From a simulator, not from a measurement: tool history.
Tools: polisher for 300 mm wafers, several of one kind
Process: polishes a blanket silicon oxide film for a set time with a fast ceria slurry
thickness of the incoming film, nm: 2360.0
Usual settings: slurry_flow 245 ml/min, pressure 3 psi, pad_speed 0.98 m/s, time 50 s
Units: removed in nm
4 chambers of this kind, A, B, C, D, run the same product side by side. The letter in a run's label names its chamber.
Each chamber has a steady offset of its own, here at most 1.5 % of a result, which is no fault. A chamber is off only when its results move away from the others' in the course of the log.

run	hour	slurry_flow	pressure	pad_speed	time	removed
1D	2.9	245	3	0.98	50	728.61
2C	6.3	245	3	0.98	50	701.83
3A	9.2	245	3	0.98	50	702.75
# hour 10.4: chamber C: worn pad replaced by a new one
4B	11.9	245	3	0.98	50	690.88
5B	17.3	245	3	0.98	50	717.53
6A	23	245	3	0.98	50	702.49
7D	27.5	245	3	0.98	50	717.12
8C	30.5	245	3	0.98	50	715.53
9B	35.3	245	3	0.98	50	708.24
10A	37.9	245	3	1.16	50	819.97
# hour 38: chamber B: worn pad replaced by a new one
11C	42	245	3	1.16	50	834.79
12D	46.9	245	3	1.16	50	834.88
13A	51.6	245	3	1.16	50	828.34
# hour 54.2: chamber D: worn pad replaced by a new one
14D	55.3	245	3	0.98	50	714.31
# hour 59.5: chamber D: slurry nozzle cleaned
15B	60.1	245	3	0.98	50	720.31
16C	64.8	245	3	0.98	50	698.42
17D	68	245	3	0.98	50	716.51
# hour 70.1: chamber C: worn pad replaced by a new one
18C	70.8	245	3	0.98	50	719.47
19A	73.6	245	3	0.98	50	676.39
20B	76.2	245	3	0.98	50	731.6
21C	80.1	245	3	0.98	50	698.39
22A	84.3	245	3	0.98	50	663.49
23D	88.6	245	3	0.98	50	724.33
24B	92.1	165	2.6	0.98	50	581.59
25B	97.1	165	2.6	0.98	50	587.3
26A	100.7	165	2.6	0.98	50	541.12

Next, every chamber runs the same settings. What will each give?
27A	104.9	245	3	0.98	50	?
27B	104.9	245	3	0.98	50	?
27C	104.9	245	3	0.98	50	?
27D	104.9	245	3	0.98	50	?

run	removed
27A	658.25
27B	726.68
27C	691.45
27D	702.92
